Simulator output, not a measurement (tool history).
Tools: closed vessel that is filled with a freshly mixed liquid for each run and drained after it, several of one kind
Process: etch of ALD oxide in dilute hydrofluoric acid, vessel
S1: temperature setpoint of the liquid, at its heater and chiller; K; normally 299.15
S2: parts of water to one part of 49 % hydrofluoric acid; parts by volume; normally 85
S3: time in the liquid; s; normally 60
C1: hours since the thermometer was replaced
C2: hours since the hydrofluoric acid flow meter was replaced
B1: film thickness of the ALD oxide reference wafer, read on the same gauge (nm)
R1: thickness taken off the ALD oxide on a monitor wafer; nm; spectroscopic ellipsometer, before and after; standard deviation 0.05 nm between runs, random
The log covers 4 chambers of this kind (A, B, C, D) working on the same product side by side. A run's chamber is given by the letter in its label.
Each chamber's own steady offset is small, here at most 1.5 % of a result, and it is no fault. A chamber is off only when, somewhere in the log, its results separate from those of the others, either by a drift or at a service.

| run | hour | S1 | S2 | S3 | C1 | C2 | B1 | R1 |
|---|---|---|---|---|---|---|---|---|
| 1B | 9.5 | 299.15 | 85 | 60 | 403.9 | 408.8 | 129.99 | 16.187 |
| 2A | 16.8 | 299.15 | 85 | 60 | 1201.1 | 234.2 | 130.00 | 15.975 |
| 3C | 27.4 | 299.15 | 85 | 60 | 1042.8 | 56.4 | 130.01 | 15.892 |
| 4D | 37.6 | 299.15 | 85 | 60 | 1157.6 | 38.4 | 130.00 | 15.858 |
| 5D | 45.7 | 299.15 | 85 | 60 | 1165.7 | 46.5 | 129.99 | 15.906 |
| 6B | 52.2 | 299.15 | 85 | 60 | 446.6 | 451.5 | 130.01 | 16.143 |
| 7A | 61.3 | 299.15 | 85 | 60 | 1245.6 | 278.7 | 130.01 | 15.970 |
| 8C | 67.6 | 299.15 | 85 | 60 | 1083.0 | 96.6 | 129.99 | 15.919 |
| 9C | 75.9 | 299.15 | 85 | 60 | 1091.3 | 104.9 | 130.00 | 15.955 |
| 10A | 86.2 | 299.15 | 85 | 75 | 1270.5 | 303.6 | 130.00 | 19.923 |
| 11B | 91.6 | 299.15 | 85 | 75 | 486.0 | 490.9 | 129.98 | 20.163 |
| 12D | 102.4 | 299.15 | 85 | 75 | 1222.4 | 103.2 | 129.99 | 19.879 |
| 13B | 108.9 | 299.15 | 85 | 75 | 503.3 | 508.2 | 130.01 | 20.242 |
| 14A | 116.3 | 299.15 | 85 | 60 | 1300.6 | 333.7 | 130.03 | 15.769 |
| 15D | 124.0 | 299.15 | 85 | 60 | 1244.0 | 124.8 | 130.00 | 15.854 |
| 16C | 132.4 | 299.15 | 85 | 60 | 1147.8 | 161.4 | 129.99 | 15.963 |
| 17C | 142.5 | 299.15 | 85 | 60 | 1157.9 | 171.5 | 130.00 | 15.991 |
| 18B | 151.8 | 299.15 | 85 | 60 | 546.2 | 551.1 | 130.02 | 16.142 |
| 19D | 160.5 | 299.15 | 85 | 60 | 1280.5 | 161.3 | 130.00 | 15.867 |
| 20A | 167.8 | 299.15 | 85 | 60 | 1352.1 | 385.2 | 130.01 | 15.529 |
| 21B | 178.9 | 299.15 | 85 | 60 | 573.3 | 578.2 | 129.99 | 16.147 |
| 22C | 188.5 | 301.65 | 85 | 60 | 1203.9 | 217.5 | 130.01 | 17.520 |
| 23A | 197.0 | 301.65 | 85 | 60 | 1381.3 | 414.4 | 130.01 | 17.115 |
| 24D | 204.0 | 301.65 | 85 | 60 | 1324.0 | 204.8 | 130.01 | 17.520 |
| 25D | 209.6 | 301.65 | 85 | 60 | 1329.6 | 210.4 | 130.01 | 17.653 |
| 26B | 216.3 | 299.15 | 85 | 60 | 610.7 | 615.6 | 130.02 | 16.100 |

The same settings go to every chamber for the next run, one line per chamber below. Forecast the results for each:
| 27A | 224.4 | 299.15 | 85 | 60 |  |  |  | ? |
| 27B | 224.4 | 299.15 | 85 | 60 |  |  |  | ? |
| 27C | 224.4 | 299.15 | 85 | 60 |  |  |  | ? |
| 27D | 224.4 | 299.15 | 85 | 60 |  |  |  | ? |

| run | R1 |
|---|---|
| 27A | 15.428 |
| 27B | 16.106 |
| 27C | 15.907 |
| 27D | 15.930 |
